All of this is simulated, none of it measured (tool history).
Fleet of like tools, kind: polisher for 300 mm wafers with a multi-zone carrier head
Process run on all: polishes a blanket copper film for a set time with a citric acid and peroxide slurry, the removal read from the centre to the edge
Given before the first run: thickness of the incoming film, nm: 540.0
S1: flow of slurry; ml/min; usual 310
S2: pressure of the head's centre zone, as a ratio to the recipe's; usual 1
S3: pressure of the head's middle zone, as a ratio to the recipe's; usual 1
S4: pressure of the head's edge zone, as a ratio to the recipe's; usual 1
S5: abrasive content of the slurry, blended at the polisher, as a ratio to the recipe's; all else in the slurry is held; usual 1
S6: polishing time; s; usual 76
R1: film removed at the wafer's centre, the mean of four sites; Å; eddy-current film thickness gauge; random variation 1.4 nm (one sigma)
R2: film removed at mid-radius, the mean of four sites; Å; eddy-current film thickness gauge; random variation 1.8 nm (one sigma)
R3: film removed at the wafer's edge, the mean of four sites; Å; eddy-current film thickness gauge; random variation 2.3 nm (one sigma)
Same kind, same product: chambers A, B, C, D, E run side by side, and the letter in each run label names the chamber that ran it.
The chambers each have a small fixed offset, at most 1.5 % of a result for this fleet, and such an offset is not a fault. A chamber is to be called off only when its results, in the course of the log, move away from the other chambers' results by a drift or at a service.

run 1B day=0.321 | S1=310 S2=1 S3=1 S4=1 S5=1 S6=76 | R1=1847.8 R2=1822.9 R3=1829.1
-- day=0.529 chamber D: worn pad replaced by a new one
run 2E day=0.754 | S1=310 S2=1 S3=1 S4=1 S5=1 S6=76 | R1=1842.9 R2=1869.5 R3=1839.8
run 3D day=1.046 | S1=310 S2=1 S3=1 S4=1 S5=1 S6=76 | R1=1855.1 R2=1854.6 R3=1881.8
-- day=1.45 chamber B: centre zone pressure recalibrated
run 4A day=1.496 | S1=310 S2=1 S3=1 S4=1 S5=1 S6=76 | R1=1839.7 R2=1869.3 R3=1842
-- day=1.625 chamber C: worn pad replaced by a new one
-- day=1.792 chamber E: worn pad replaced by a new one
run 5C day=1.846 | S1=310 S2=1 S3=1 S4=1 S5=1 S6=76 | R1=1824.6 R2=1843.8 R3=1882.3
run 6C day=2.25 | S1=310 S2=1 S3=1 S4=1 S5=1 S6=76 | R1=1816 R2=1860.1 R3=1814.9
-- day=2.304 chamber E: edge zone pressure recalibrated
-- day=2.521 chamber C: slurry nozzle cleaned
run 7B day=2.675 | S1=310 S2=1 S3=1 S4=1 S5=1 S6=76 | R1=1834.6 R2=1826.2 R3=1871.3
-- day=2.721 chamber B: worn pad replaced by a new one
-- day=2.988 chamber A: worn pad replaced by a new one
run 8E day=3.179 | S1=310 S2=1 S3=1 S4=1 S5=1 S6=76 | R1=1837.4 R2=1871.1 R3=1855.4
run 9A day=3.542 | S1=310 S2=1 S3=1 S4=1 S5=1 S6=76 | R1=1820.7 R2=1832.3 R3=1860.1
run 10D day=3.879 | S1=310 S2=1 S3=1 S4=1 S5=1 S6=76 | R1=1851.7 R2=1860.5 R3=1832.5
-- day=4.083 chamber D: slurry nozzle cleaned
run 11D day=4.292 | S1=310 S2=1 S3=1 S4=1 S5=1 S6=76 | R1=1851.6 R2=1817.4 R3=1828.7
-- day=4.329 chamber C: worn pad replaced by a new one
run 12A day=4.6 | S1=310 S2=1 S3=1.11 S4=1 S5=1 S6=76 | R1=1837.3 R2=1998.1 R3=1850.4
-- day=4.633 chamber E: worn pad replaced by a new one
-- day=4.883 chamber E: centre zone pressure recalibrated
run 13C day=5.112 | S1=310 S2=1 S3=1.11 S4=1 S5=1 S6=76 | R1=1829.9 R2=2024.3 R3=1862.4
-- day=5.304 chamber D: worn pad replaced by a new one
run 14E day=5.358 | S1=310 S2=1 S3=1.11 S4=1 S5=1 S6=76 | R1=1859.4 R2=2058 R3=1825.8
run 15B day=5.754 | S1=310 S2=1 S3=1.11 S4=1 S5=1 S6=76 | R1=1877.4 R2=2009.3 R3=1834.3
run 16A day=6.171 | S1=310 S2=1 S3=1.11 S4=1 S5=1 S6=76 | R1=1823 R2=2027.3 R3=1894
-- day=6.4 chamber C: centre zone pressure recalibrated
run 17E day=6.712 | S1=310 S2=1 S3=1 S4=1 S5=1 S6=76 | R1=1847.1 R2=1882.3 R3=1812.4
run 18C day=7.033 | S1=310 S2=1 S3=1 S4=1 S5=1 S6=76 | R1=1828.2 R2=1834.9 R3=1897.8
-- day=7.125 chamber C: worn pad replaced by a new one
run 19B day=7.312 | S1=310 S2=1 S3=1 S4=1 S5=1 S6=76 | R1=1845.3 R2=1843 R3=1853
-- day=7.688 chamber E: worn pad replaced by a new one
run 20D day=7.792 | S1=310 S2=1 S3=0.94 S4=1 S5=1 S6=76 | R1=1857.1 R2=1757 R3=1865.4
-- day=7.917 chamber B: slurry nozzle cleaned
-- day=8.2 chamber A: worn pad replaced by a new one
run 21B day=8.288 | S1=310 S2=1 S3=0.94 S4=1 S5=1 S6=76 | R1=1833.1 R2=1736.1 R3=1837.4
-- day=8.4 chamber B: worn pad replaced by a new one
run 22A day=8.75 | S1=310 S2=1 S3=0.94 S4=1 S5=1 S6=76 | R1=1839.6 R2=1699.1 R3=1836.7
run 23E day=9.067 | S1=310 S2=1 S3=0.94 S4=1 S5=1 S6=76 | R1=1835.9 R2=1782.4 R3=1858
run 24C day=9.617 | S1=310 S2=1 S3=0.94 S4=1 S5=1 S6=76 | R1=1826.3 R2=1729.6 R3=1859.1
run 25D day=9.9 | S1=235 S2=1 S3=1 S4=0.92 S5=1 S6=76 | R1=1820.3 R2=1816.6 R3=1714.7
run 26C day=10.258 | S1=235 S2=1 S3=1 S4=0.92 S5=1 S6=76 | R1=1744.2 R2=1760.3 R3=1714
-- day=10.262 chamber C: worn pad replaced by a new one
-- day=10.596 chamber D: worn pad replaced by a new one
run 27E day=10.646 | S1=235 S2=1 S3=1 S4=0.92 S5=1 S6=76 | R1=1790.8 R2=1825.3 R3=1726.4
-- day=10.7 chamber E: worn pad replaced by a new one
-- day=10.992 chamber C: edge zone pressure recalibrated
run 28D day=11.192 | S1=235 S2=1 S3=1 S4=0.92 S5=1 S6=76 | R1=1777.7 R2=1820.3 R3=1695.8
run 29A day=11.696 | S1=235 S2=1 S3=1 S4=0.92 S5=1 S6=76 | R1=1767.9 R2=1800.2 R3=1765.5
run 30B day=12 | S1=310 S2=1 S3=1 S4=1 S5=1 S6=76 | R1=1845.9 R2=1835.6 R3=1789.9
run 31C day=12.521 | S1=310 S2=1 S3=1 S4=1 S5=1 S6=76 | R1=1816.9 R2=1834.5 R3=1886.6
run 32E day=12.888 | S1=310 S2=1 S3=1 S4=1 S5=1 S6=76 | R1=1852.3 R2=1887.8 R3=1847.6
-- day=13.1 chamber A: worn pad replaced by a new one
run 33B day=13.229 | S1=245 S2=1 S3=1.04 S4=1 S5=1 S6=76 | R1=1814 R2=1862.6 R3=1745.5
-- day=13.638 chamber A: edge zone pressure recalibrated
run 34A day=13.642 | S1=245 S2=1 S3=1.04 S4=1 S5=1 S6=76 | R1=1804.9 R2=1847.7 R3=1772.7

Has any chamber moved away from the others, gradually or after a service, or does the common gauge drift, or do the chambers differ only by their own small steady offsets? State the chamber and the most likely cause if one applies.

The fleet is healthy, with each chamber sitting at its usual small offset and no drift in the gauge.
